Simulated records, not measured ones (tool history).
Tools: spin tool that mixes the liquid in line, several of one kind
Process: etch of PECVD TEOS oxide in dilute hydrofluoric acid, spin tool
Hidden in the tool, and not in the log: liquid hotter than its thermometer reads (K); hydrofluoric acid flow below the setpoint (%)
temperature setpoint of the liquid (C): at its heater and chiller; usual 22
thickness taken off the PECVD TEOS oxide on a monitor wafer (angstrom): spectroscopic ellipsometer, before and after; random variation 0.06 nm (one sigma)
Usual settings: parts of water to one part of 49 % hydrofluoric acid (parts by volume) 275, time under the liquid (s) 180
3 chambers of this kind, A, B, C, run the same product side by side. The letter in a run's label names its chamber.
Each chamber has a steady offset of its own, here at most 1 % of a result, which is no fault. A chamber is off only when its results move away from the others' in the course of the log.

run   hour  temperature setpoint of the liquid (C)  parts of water to one part of 49 % hydrofluoric acid (parts by volume)  time under the liquid (s)  hours since the thermometer was replaced  hours since the hydrofluoric acid flow meter was replaced  read-back film thickness of the PECVD TEOS oxide reference wafer, read on the same gauge (nm)  thickness taken off the PECVD TEOS oxide on a monitor wafer (angstrom)
 1A    2.6                                      22                                                                     275                        180                                    2652.9                                                      220.5                                                                                         30.017                                                                   73.99
 2B    5.5                                      22                                                                     275                        180                                     365.2                                                      881.9                                                                                         30.013                                                                  74.142
 3C    8.4                                      22                                                                     275                        180                                     103.5                                                     1543.6                                                                                         29.981                                                                  74.592
 4B   11.5                                      22                                                                     275                        180                                     371.2                                                      887.9                                                                                         30.014                                                                  73.643
 5A   16.2                                      22                                                                     275                        180                                    2666.5                                                      234.1                                                                                         30.017                                                                  75.497
 6C   20.3                                      20                                                                     275                        180                                     115.4                                                     1555.5                                                                                         29.999                                                                  69.999
 7B     25                                      20                                                                     275                        180                                     384.7                                                      901.4                                                                                         30.012                                                                  69.745
 8A   28.2                                      20                                                                     275                        180                                    2678.5                                                      246.1                                                                                         29.991                                                                  68.818
 9C   31.7                                      22                                                                     275                        225                                     126.8                                                     1566.9                                                                                         29.996                                                                  94.142
10A   36.2                                      22                                                                     275                        225                                    2686.5                                                      254.1                                                                                         29.986                                                                  91.419
11B   40.6                                      22                                                                     275                        225                                     400.3                                                        917                                                                                         29.989                                                                  93.403
12C   44.2                                      22                                                                     275                        180                                     139.3                                                     1579.4                                                                                         30.012                                                                   74.59
13B   49.5                                      22                                                                     275                        180                                     409.2                                                      925.9                                                                                         30.009                                                                  74.317
14A   53.4                                      22                                                                     275                        180                                    2703.7                                                      271.3                                                                                         30.007                                                                  72.534
15C   56.2                                      22                                                                     275                        115                                     151.3                                                     1591.4                                                                                         29.999                                                                  48.089
16B   58.9                                      22                                                                     275                        115                                     418.6                                                      935.3                                                                                          29.99                                                                  47.618
17A   63.4                                      22                                                                     275                        115                                    2713.7                                                      281.3                                                                                         29.995                                                                  45.137
18C     68                                      22                                                                     275                        180                                     163.1                                                     1603.2                                                                                         30.011                                                                  75.025
19C   72.8                                    17.5                                                                     275                        180                                     167.9                                                       1608                                                                                         30.002                                                                  64.001
20B   77.5                                    17.5                                                                     275                        180                                     437.2                                                      953.9                                                                                         30.004                                                                  62.184
21A     81                                    17.5                                                                     275                        180                                    2731.3                                                      298.9                                                                                         30.005                                                                  59.315
22B   85.8                                      22                                                                     275                        180                                     445.5                                                      962.2                                                                                         30.006                                                                  73.774
23C   90.4                                      22                                                                     275                        180                                     185.5                                                     1625.6                                                                                         29.996                                                                  75.116
24A   94.9                                      22                                                                     275                        180                                    2745.2                                                      312.8                                                                                         30.016                                                                  69.426
25C   98.3                                      22                                                                     275                        180                                     193.4                                                     1633.5                                                                                         29.992                                                                   74.24
26B  102.7                                      22                                                                     275                        180                                     462.4                                                      979.1                                                                                         29.991                                                                  74.677

Is one chamber off against the others, does the gauge drift, or is nothing wrong? If a chamber is off, say which, and what the likeliest cause is.

Chamber A drifts away from the others.
Cause: hydrofluoric acid flow below the setpoint (%) = 7.64.
The log may not tell that from: liquid colder than its thermometer reads (K).

Here are 4 candidates for chamber A's next run, each the usual settings with a change, their results left as question marks. Which one brings its results back in line with what the others give on the usual settings?
In line means no further than this from the other chambers' mean on the usual settings: thickness taken off the PECVD TEOS oxide on a monitor wafer (angstrom) 2.1
27A-1  106.6                                      22                                                                     285                        170                                                                                                                                                                                                                                                                           ?
27A-2  106.6                                      22                                                                     280                        175                                                                                                                                                                                                                                                                           ?
27A-3  106.6                                      22                                                                     265                        180                                                                                                                                                                                                                                                                           ?
27A-4  106.6                                      22                                                                     265                        190                                                                                                                                                                                                                                                                           ?

The other chambers' mean on the usual settings: thickness taken off the PECVD TEOS oxide on a monitor wafer (angstrom) 74.911
  run  thickness taken off the PECVD TEOS oxide on a monitor wafer (angstrom)
27A-1                                                                  61.226
27A-2                                                                  64.496
27A-3                                                                  71.245
27A-4                                                                  75.203
27A-4 brings the chamber back in line.
